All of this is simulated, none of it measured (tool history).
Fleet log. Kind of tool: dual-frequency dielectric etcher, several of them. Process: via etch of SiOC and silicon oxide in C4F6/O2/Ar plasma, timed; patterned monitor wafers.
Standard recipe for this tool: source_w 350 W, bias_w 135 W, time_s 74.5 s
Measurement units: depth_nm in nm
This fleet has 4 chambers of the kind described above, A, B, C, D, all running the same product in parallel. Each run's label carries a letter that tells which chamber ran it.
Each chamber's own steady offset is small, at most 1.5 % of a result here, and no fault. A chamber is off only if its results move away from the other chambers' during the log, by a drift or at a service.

run,hour,source_w,bias_w,time_s,"read-back reference wafer on the same gauge, depth_nm",depth_nm
1A,2.3,350,135,74.5,80.081,72.82
2D,6.2,350,135,74.5,80.116,72.417
3C,10.7,350,135,74.5,80.036,73.935
4B,13.2,350,135,74.5,80.099,72.604
5D,15.7,320,135,57.5,80.099,53.913
6B,20.5,320,135,57.5,80.119,54.156
7C,25.1,320,135,57.5,80.142,54.53
8A,27.3,320,135,57.5,80.095,54.551
9A,30.5,350,135,74.5,80.128,73.165
10C,33.6,350,135,74.5,80.063,74.052
11B,37.5,350,135,74.5,80.105,72.317
12D,42.2,350,135,74.5,80.033,71.781
13B,46.3,350,135,74.5,80.078,72.829
14A,50.1,350,135,74.5,80.135,72.755
15D,54.8,350,135,74.5,80.058,71.543
16C,57.8,270,135,74.5,80.118,67.04
17C,60.9,270,135,74.5,80.085,66.481
18D,64.8,270,135,74.5,80.143,64.29
19A,68.2,270,135,74.5,80.13,65.678
20B,70.8,350,135,74.5,80.11,72.45
21C,75.5,350,135,74.5,80.076,73.407
22D,79.8,430,135,81.5,80.062,85.012
23B,82.3,430,135,81.5,80.13,86.484
24A,86.5,430,135,81.5,80.074,86.305
25D,90.7,430,135,81.5,80.05,84.546
26C,94.1,350,135,74.5,80.058,73.69
27B,97.8,350,135,74.5,80.132,72.792
28A,102.2,350,135,74.5,80.104,72.496
29A,107,350,135,74.5,80.089,72.957
30D,110.6,350,135,74.5,80.087,70.866
31C,114.5,350,135,53.5,80.04,53.137
32B,116.7,350,135,53.5,80.05,52.471
33A,119.6,350,135,53.5,80.1,52.392
34D,124.1,350,135,53.5,80.066,50.901
35C,126.5,350,135,74.5,80.066,73.989
36B,129.5,390,135,95.5,80.126,97.229
37D,133.8,390,135,95.5,80.14,94.657
38C,137.7,390,135,95.5,80.083,98.792

One chamber off, gauge drift, or nothing amiss beyond the chambers' own small offsets? If it is a chamber, which one, and what is the likeliest cause?

Chamber D drifts away from the others.
Cause: etch rate under this chamber's usual, % = 2.93.

Here are 4 candidates for chamber D's next run, each the usual settings with a change, their results left as question marks. Which one brings its results back in line with what the others give on the usual settings?
In line here means within this much of the mean the other chambers give on the usual settings: depth_nm 0.85 nm
39D-1,141.1,350,135,73.5,,?
39D-2,141.1,350,135,75.5,,?
39D-3,141.1,350,134,72,,?
39D-4,141.1,350,136,77,,?

Usual-settings mean across the other chambers: depth_nm 73.092 nm
run,depth_nm
39D-1,69.338
39D-2,71.224
39D-3,67.769
39D-4,72.803
It is 39D-4 that realigns the chamber with its peers.
